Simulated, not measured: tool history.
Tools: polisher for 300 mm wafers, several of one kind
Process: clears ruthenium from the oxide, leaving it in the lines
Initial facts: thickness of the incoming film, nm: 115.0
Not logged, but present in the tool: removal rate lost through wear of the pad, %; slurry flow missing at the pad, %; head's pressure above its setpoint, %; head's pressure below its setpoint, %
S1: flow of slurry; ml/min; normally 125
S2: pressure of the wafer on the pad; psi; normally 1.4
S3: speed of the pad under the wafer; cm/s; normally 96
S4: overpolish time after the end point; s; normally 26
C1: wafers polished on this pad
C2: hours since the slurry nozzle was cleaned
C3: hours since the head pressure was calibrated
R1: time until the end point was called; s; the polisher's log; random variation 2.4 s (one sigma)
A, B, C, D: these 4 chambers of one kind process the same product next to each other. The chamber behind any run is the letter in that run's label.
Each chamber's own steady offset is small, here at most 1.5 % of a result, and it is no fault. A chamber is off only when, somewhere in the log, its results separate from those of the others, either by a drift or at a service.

run 1D day=0.192 | S1=125 S2=1.4 S3=96 S4=26 | C1=278 C2=358.7 C3=447.8 | R1=155.56
run 2A day=0.438 | S1=125 S2=1.4 S3=96 S4=26 | C1=584 C2=425.1 C3=494.8 | R1=155.48
run 3B day=0.583 | S1=125 S2=1.4 S3=96 S4=26 | C1=620 C2=709.9 C3=58.4 | R1=154.60
run 4C day=0.817 | S1=125 S2=1.4 S3=96 S4=26 | C1=546 C2=461.4 C3=74.0 | R1=155.13
-- day=0.892 chamber C: worn pad replaced by a new one
run 5C day=1.008 | S1=125 S2=1.4 S3=96 S4=26 | C1=19 C2=466.0 C3=78.6 | R1=158.45
run 6B day=1.204 | S1=125 S2=1.4 S3=96 S4=26 | C1=719 C2=724.8 C3=73.3 | R1=150.77
run 7A day=1.338 | S1=125 S2=1.4 S3=96 S4=26 | C1=727 C2=446.7 C3=516.4 | R1=155.05
run 8D day=1.554 | S1=125 S2=1.4 S3=96 S4=26 | C1=495 C2=391.4 C3=480.5 | R1=151.87
run 9A day=1.750 | S1=125 S2=1.4 S3=96 S4=26 | C1=793 C2=456.6 C3=526.3 | R1=154.67
run 10B day=2.004 | S1=125 S2=1.4 S3=96 S4=26 | C1=846 C2=744.0 C3=92.5 | R1=155.44
run 11D day=2.233 | S1=125 S2=1.4 S3=96 S4=26 | C1=603 C2=407.7 C3=496.8 | R1=154.60
run 12C day=2.425 | S1=125 S2=1.4 S3=96 S4=26 | C1=244 C2=500.0 C3=112.6 | R1=151.83
run 13C day=2.683 | S1=125 S2=1.4 S3=96 S4=26 | C1=285 C2=506.2 C3=118.8 | R1=149.73
run 14B day=2.896 | S1=125 S2=1.4 S3=96 S4=26 | C1=988 C2=765.4 C3=113.9 | R1=152.11
run 15D day=3.108 | S1=125 S2=1.4 S3=96 S4=26 | C1=742 C2=428.7 C3=517.8 | R1=150.13
run 16A day=3.296 | S1=125 S2=1.4 S3=96 S4=26 | C1=1039 C2=493.7 C3=563.4 | R1=159.85
-- day=3.454 chamber B: slurry nozzle cleaned
run 17C day=3.525 | S1=125 S2=1.4 S3=96 S4=26 | C1=419 C2=526.4 C3=139.0 | R1=152.74
run 18D day=3.783 | S1=80 S2=1.4 S3=96 S4=18 | C1=850 C2=444.9 C3=534.0 | R1=171.17
run 19B day=3.967 | S1=80 S2=1.4 S3=96 S4=18 | C1=1159 C2=12.4 C3=139.6 | R1=165.86
run 20A day=4.150 | S1=80 S2=1.4 S3=96 S4=18 | C1=1175 C2=514.2 C3=583.9 | R1=176.75
run 21A day=4.279 | S1=80 S2=1.4 S3=96 S4=18 | C1=1196 C2=517.3 C3=587.0 | R1=173.13
-- day=4.338 chamber C: worn pad replaced by a new one
run 22D day=4.500 | S1=125 S2=1.4 S3=96 S4=26 | C1=964 C2=462.1 C3=551.2 | R1=150.57
run 23B day=4.742 | S1=125 S2=1.4 S3=96 S4=26 | C1=1282 C2=31.0 C3=158.2 | R1=150.88
run 24C day=4.871 | S1=125 S2=1.4 S3=96 S4=26 | C1=84 C2=558.7 C3=171.3 | R1=156.62
-- day=4.879 chamber D: worn pad replaced by a new one
-- day=4.950 chamber A: worn pad replaced by a new one
run 25B day=5.062 | S1=125 S2=1.4 S3=96 S4=26 | C1=1333 C2=38.7 C3=165.9 | R1=155.03
run 26D day=5.267 | S1=125 S2=1.4 S3=96 S4=26 | C1=61 C2=480.5 C3=569.6 | R1=153.56
run 27A day=5.512 | S1=125 S2=1.4 S3=96 S4=26 | C1=90 C2=546.9 C3=616.6 | R1=157.50
run 28C day=5.721 | S1=125 S2=1.4 S3=96 S4=26 | C1=220 C2=579.1 C3=191.7 | R1=154.97

Which is it: a chamber that has drifted or been left off by a service, a gauge drift common to all chambers, or only each chamber's usual small offset? If a chamber is off, name it and its likeliest cause.

Nothing is wrong: each chamber keeps only its own small, steady offset and the gauge holds still.
